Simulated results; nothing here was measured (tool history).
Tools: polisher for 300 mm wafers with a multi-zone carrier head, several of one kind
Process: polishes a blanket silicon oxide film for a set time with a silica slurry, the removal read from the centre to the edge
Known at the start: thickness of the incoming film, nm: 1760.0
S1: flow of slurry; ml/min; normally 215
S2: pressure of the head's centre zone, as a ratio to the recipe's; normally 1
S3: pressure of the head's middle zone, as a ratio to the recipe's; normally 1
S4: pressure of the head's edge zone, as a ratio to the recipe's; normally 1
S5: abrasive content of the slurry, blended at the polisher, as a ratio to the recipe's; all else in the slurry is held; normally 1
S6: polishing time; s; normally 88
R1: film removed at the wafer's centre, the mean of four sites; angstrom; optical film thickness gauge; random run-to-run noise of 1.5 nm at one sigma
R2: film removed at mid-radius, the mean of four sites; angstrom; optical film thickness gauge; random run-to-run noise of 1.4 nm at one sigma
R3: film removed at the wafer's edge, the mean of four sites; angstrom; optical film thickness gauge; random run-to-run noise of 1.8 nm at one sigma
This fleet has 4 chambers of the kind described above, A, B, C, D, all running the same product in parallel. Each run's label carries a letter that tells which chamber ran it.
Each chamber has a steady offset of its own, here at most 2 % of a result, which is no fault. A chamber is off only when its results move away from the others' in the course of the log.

run,hour,S1,S2,S3,S4,S5,S6,R1,R2,R3
# hour 1.9: chamber D: worn pad replaced by a new one
# hour 5.2: chamber B: centre zone pressure recalibrated
1C,6,215,1,1,1,1,88,2317.3,2282.3,2267.1
2D,11.7,215,1,1,1,1,88,2284.8,2266.2,2290.6
3B,17.3,215,1,1,1,1,88,2278.5,2290.2,2309.4
# hour 22.7: chamber C: worn pad replaced by a new one
4A,26.3,215,1,1,1,1,88,2241.6,2251.3,2291
# hour 32.1: chamber A: slurry nozzle cleaned
# hour 33.9: chamber A: worn pad replaced by a new one
5D,35.2,215,1,1,1,1,88,2265,2267.4,2304.3
# hour 36.5: chamber B: worn pad replaced by a new one
6A,41.3,215,1,1,1,1,88,2262.8,2233.5,2241.7
7B,52.7,215,1.1,1,1,1,88,2520.4,2302.5,2322.8
# hour 63.3: chamber C: slurry nozzle cleaned
8C,64.5,215,1.1,1,1,1,88,2539.7,2268.2,2287.2
# hour 69.8: chamber D: worn pad replaced by a new one
9B,71,215,1.1,1,1,1,88,2517,2314,2318.2
10A,80.2,215,1.1,1,1,1,88,2485.3,2263.5,2265.9
# hour 82.6: chamber B: edge zone pressure recalibrated
11D,89.2,215,1,1,1,1,88,2272,2264.1,2296.1
12C,100.2,215,1,1,1,1,88,2295.4,2274.2,2266
# hour 106.7: chamber D: slurry nozzle cleaned
13D,109.9,215,1,1,1,1,88,2283.8,2258.2,2275.4
# hour 113.3: chamber B: worn pad replaced by a new one
14B,117.2,215,1,1,1,1,88,2271.3,2319.2,2277
15A,127.6,215,1,1,1,1,88,2244.1,2241.3,2266.2
# hour 136.3: chamber C: worn pad replaced by a new one
16C,136.6,215,1,1,1,1,88,2313.7,2271.8,2275.6
# hour 136.9: chamber A: worn pad replaced by a new one
# hour 144.1: chamber D: worn pad replaced by a new one
17A,147.9,215,1,1,1,1,88,2273.4,2248.7,2254.7
18D,159.7,215,1,1,1,1,88,2286.8,2258.6,2298.6
19C,167.8,215,1,1.05,1,1,109,2834.8,2946.1,2824.7
20B,178.3,215,1,1.05,1,1,109,2830.5,2999.1,2867.6
21B,188.4,215,1,1.05,1,1,109,2823.5,2970.2,2806.3
# hour 190.4: chamber B: worn pad replaced by a new one
# hour 192.1: chamber A: edge zone pressure recalibrated
22D,196.2,215,1,1.05,1,1,109,2825.8,2964,2816.8
23A,202.1,215,1,1,1,1,88,2279.6,2272.2,2277.5
24C,211.5,215,1,1,1,1,88,2303,2277.4,2268.8
25C,221.8,185,1,1,1,1,88,2240.8,2224.1,2215.7
# hour 221.9: chamber D: worn pad replaced by a new one
# hour 226.5: chamber A: worn pad replaced by a new one
26A,232.9,185,1,1,1,1,88,2207,2187.5,2233.5
27B,240.9,185,1,1,1,1,88,2209.8,2237.3,2256.2
# hour 241.8: chamber C: edge zone pressure recalibrated
28D,251.1,185,1,1,1,1,88,2225.4,2208.4,2275.5
# hour 254.4: chamber C: worn pad replaced by a new one
29A,258.8,215,1,1,1,1,88,2258.6,2249.6,2281.7
30B,267.9,215,1,1,1,1,88,2311.2,2296.7,2286.9
# hour 270.2: chamber B: worn pad replaced by a new one
31C,276.9,215,1,1,1,1,88,2309.6,2293.8,2303.6
# hour 278.2: chamber A: slurry nozzle cleaned
32D,286.9,215,1,1,1,1,88,2296.7,2280.2,2292.5
# hour 287.5: chamber D: worn pad replaced by a new one
33C,296.5,215,1,1,1,1,88,2312.3,2283.9,2311.5
34A,303.8,215,1,1,1,1,88,2267,2266.4,2270.9
35D,314.8,215,1,1,1,1,88,2287.9,2278.5,2285.5
# hour 315.8: chamber A: worn pad replaced by a new one
36B,326.5,215,1,1,1,1,88,2297.1,2302.9,2282.3
37A,333.4,215,1,1,1,1,88,2262.2,2240.9,2287.3

Is one chamber out of step, is the gauge drifting, or do the chambers differ by no more than their own small offsets? For an off chamber, give its letter and the likeliest cause.

The fleet is healthy, with each chamber sitting at its usual small offset and no drift in the gauge.

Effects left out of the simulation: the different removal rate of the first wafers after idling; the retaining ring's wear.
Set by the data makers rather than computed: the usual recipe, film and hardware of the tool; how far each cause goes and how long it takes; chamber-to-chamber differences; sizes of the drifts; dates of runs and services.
